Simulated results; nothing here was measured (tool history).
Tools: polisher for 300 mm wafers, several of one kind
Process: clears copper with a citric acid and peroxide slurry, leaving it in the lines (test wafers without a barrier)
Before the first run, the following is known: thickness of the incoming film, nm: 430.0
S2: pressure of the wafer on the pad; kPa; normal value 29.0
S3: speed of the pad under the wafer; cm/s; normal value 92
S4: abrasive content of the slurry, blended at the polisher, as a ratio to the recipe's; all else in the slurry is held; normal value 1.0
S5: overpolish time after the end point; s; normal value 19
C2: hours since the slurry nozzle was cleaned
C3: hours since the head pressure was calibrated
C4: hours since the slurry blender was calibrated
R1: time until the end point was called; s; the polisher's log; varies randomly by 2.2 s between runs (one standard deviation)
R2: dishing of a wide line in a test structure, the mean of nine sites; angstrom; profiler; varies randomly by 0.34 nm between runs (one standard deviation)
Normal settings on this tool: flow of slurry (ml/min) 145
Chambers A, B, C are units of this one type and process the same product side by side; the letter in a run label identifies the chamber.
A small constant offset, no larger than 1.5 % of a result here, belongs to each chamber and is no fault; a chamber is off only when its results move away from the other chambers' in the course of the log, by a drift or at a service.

Run 1A, hour 6.6: usual settings; wafers polished on this pad 51; C2 160.8; C3 666.7; C4 99.4. Result: R1 183.33 s, R2 225.46 angstrom.
At hour 8.8: chamber C: worn pad replaced by a new one.
Run 2B, hour 14.1: usual settings; wafers polished on this pad 1188; C2 469.7; C3 528.4; C4 175.9. Result: R1 182.20 s, R2 230.17 angstrom.
Run 3C, hour 17.5: usual settings; wafers polished on this pad 62; C2 294.8; C3 323.0; C4 134.1. Result: R1 176.54 s, R2 223.83 angstrom.
At hour 18.0: chamber B: worn pad replaced by a new one.
At hour 20.3: chamber C: slurry nozzle cleaned.
Run 4B, hour 23.3: usual settings; wafers polished on this pad 38; C2 478.9; C3 537.6; C4 185.1. Result: R1 184.67 s, R2 224.88 angstrom.
Run 5A, hour 28.9: usual settings but flow of slurry (ml/min) 180, S4 1.1; wafers polished on this pad 210; C2 183.1; C3 689.0; C4 121.7. Result: R1 169.83 s, R2 235.54 angstrom.
Run 6C, hour 32.1: usual settings but flow of slurry (ml/min) 180, S4 1.1; wafers polished on this pad 166; C2 11.9; C3 337.6; C4 148.7. Result: R1 169.75 s, R2 232.64 angstrom.
Run 7A, hour 38.6: usual settings but flow of slurry (ml/min) 180, S4 1.1; wafers polished on this pad 280; C2 192.8; C3 698.7; C4 131.4. Result: R1 173.12 s, R2 236.40 angstrom.
Run 8C, hour 42.6: usual settings; wafers polished on this pad 241; C2 22.4; C3 348.1; C4 159.2. Result: R1 175.17 s, R2 224.63 angstrom.
Run 9B, hour 47.0: usual settings but S2 37.2 kPa, S3 114 cm/s; wafers polished on this pad 207; C2 502.6; C3 561.3; C4 208.8. Result: R1 114.37 s, R2 289.61 angstrom.
Run 10C, hour 51.0: usual settings but S2 37.2 kPa, S3 114 cm/s; wafers polished on this pad 301; C2 30.8; C3 356.5; C4 167.6. Result: R1 113.58 s, R2 281.06 angstrom.
Run 11A, hour 56.2: usual settings but S2 37.2 kPa, S3 114 cm/s; wafers polished on this pad 405; C2 210.4; C3 716.3; C4 149.0. Result: R1 114.29 s, R2 280.50 angstrom.
Run 12B, hour 62.7: usual settings; wafers polished on this pad 319; C2 518.3; C3 577.0; C4 224.5. Result: R1 187.72 s, R2 223.31 angstrom.
At hour 68.6: chamber A: slurry blender recalibrated.
Run 13C, hour 69.3: usual settings; wafers polished on this pad 432; C2 49.1; C3 374.8; C4 185.9. Result: R1 179.20 s, R2 224.60 angstrom.
Run 14A, hour 74.9: usual settings; wafers polished on this pad 539; C2 229.1; C3 735.0; C4 6.4. Result: R1 177.00 s, R2 224.68 angstrom.
Run 15B, hour 80.2: usual settings; wafers polished on this pad 444; C2 535.8; C3 594.5; C4 242.0. Result: R1 184.85 s, R2 226.46 angstrom.
Run 16A, hour 84.5: usual settings; wafers polished on this pad 608; C2 238.7; C3 744.6; C4 16.0. Result: R1 178.92 s, R2 223.86 angstrom.
Run 17C, hour 88.7: usual settings; wafers polished on this pad 571; C2 68.5; C3 394.2; C4 205.3. Result: R1 176.82 s, R2 229.54 angstrom.
Run 18B, hour 92.4: usual settings; wafers polished on this pad 532; C2 548.0; C3 606.7; C4 254.2. Result: R1 184.19 s, R2 226.28 angstrom.
Run 19C, hour 97.3: usual settings but flow of slurry (ml/min) 170, S2 32.4 kPa; wafers polished on this pad 632; C2 77.1; C3 402.8; C4 213.9. Result: R1 156.65 s, R2 239.93 angstrom.
Run 20A, hour 104.6: usual settings but flow of slurry (ml/min) 170, S2 32.4 kPa; wafers polished on this pad 751; C2 258.8; C3 764.7; C4 36.1. Result: R1 158.22 s, R2 244.79 angstrom.
Run 21B, hour 110.5: usual settings but flow of slurry (ml/min) 170, S2 32.4 kPa; wafers polished on this pad 661; C2 566.1; C3 624.8; C4 272.3. Result: R1 162.55 s, R2 250.54 angstrom.
Run 22A, hour 115.9: usual settings; wafers polished on this pad 832; C2 270.1; C3 776.0; C4 47.4. Result: R1 176.89 s, R2 227.86 angstrom.
Run 23C, hour 120.4: usual settings but S2 20.0 kPa, S4 1.1; wafers polished on this pad 797; C2 100.2; C3 425.9; C4 237.0. Result: R1 247.11 s, R2 177.40 angstrom.
Run 24B, hour 124.4: usual settings but S2 20.0 kPa, S4 1.1; wafers polished on this pad 760; C2 580.0; C3 638.7; C4 286.2. Result: R1 256.66 s, R2 182.90 angstrom.
Run 25C, hour 130.2: usual settings but S2 20.0 kPa, S4 1.1; wafers polished on this pad 867; C2 110.0; C3 435.7; C4 246.8. Result: R1 252.47 s, R2 181.34 angstrom.
Run 26B, hour 137.1: usual settings but S3 60 cm/s; wafers polished on this pad 851; C2 592.7; C3 651.4; C4 298.9. Result: R1 283.26 s, R2 168.36 angstrom.
At hour 139.4: chamber A: worn pad replaced by a new one.
Run 27A, hour 143.6: usual settings but S3 60 cm/s; wafers polished on this pad 30; C2 297.8; C3 803.7; C4 75.1. Result: R1 269.20 s, R2 175.93 angstrom.
Run 28A, hour 148.4: usual settings but S3 60 cm/s; wafers polished on this pad 64; C2 302.6; C3 808.5; C4 79.9. Result: R1 269.29 s, R2 171.34 angstrom.
Run 29C, hour 154.4: usual settings; wafers polished on this pad 1040; C2 134.2; C3 459.9; C4 271.0. Result: R1 183.33 s, R2 222.49 angstrom.
At hour 156.1: chamber B: worn pad replaced by a new one.
Run 30B, hour 158.4: usual settings; wafers polished on this pad 17; C2 614.0; C3 672.7; C4 320.2. Result: R1 182.39 s, R2 222.94 angstrom.
Run 31C, hour 165.3: usual settings; wafers polished on this pad 1118; C2 145.1; C3 470.8; C4 281.9. Result: R1 177.82 s, R2 228.71 angstrom.
Run 32A, hour 171.3: usual settings; wafers polished on this pad 228; C2 325.5; C3 831.4; C4 102.8. Result: R1 179.92 s, R2 228.56 angstrom.
At hour 174.6: chamber B: slurry nozzle cleaned.
Run 33B, hour 176.5: usual settings but flow of slurry (ml/min) 95; wafers polished on this pad 146; C2 1.9; C3 690.8; C4 338.3. Result: R1 202.24 s, R2 211.42 angstrom.
Run 34A, hour 181.1: usual settings but flow of slurry (ml/min) 95; wafers polished on this pad 298; C2 335.3; C3 841.2; C4 112.6. Result: R1 196.84 s, R2 215.12 angstrom.
Run 35B, hour 188.5: usual settings but flow of slurry (ml/min) 95; wafers polished on this pad 232; C2 13.9; C3 702.8; C4 350.3. Result: R1 200.81 s, R2 213.66 angstrom.
Run 36C, hour 195.8: usual settings; wafers polished on this pad 1336; C2 175.6; C3 501.3; C4 312.4. Result: R1 183.81 s, R2 226.93 angstrom.
Run 37C, hour 199.2: usual settings; wafers polished on this pad 1360; C2 179.0; C3 504.7; C4 315.8. Result: R1 183.25 s, R2 222.93 angstrom.

Read the log: is a single chamber off, either drifting away or since a service, is the gauge that measures every chamber drifting, or is nothing wrong beyond small per-chamber offsets? Name any odd chamber and what most likely caused it.

All chambers stay in line apart from their small fixed offsets, and the gauge does not drift.

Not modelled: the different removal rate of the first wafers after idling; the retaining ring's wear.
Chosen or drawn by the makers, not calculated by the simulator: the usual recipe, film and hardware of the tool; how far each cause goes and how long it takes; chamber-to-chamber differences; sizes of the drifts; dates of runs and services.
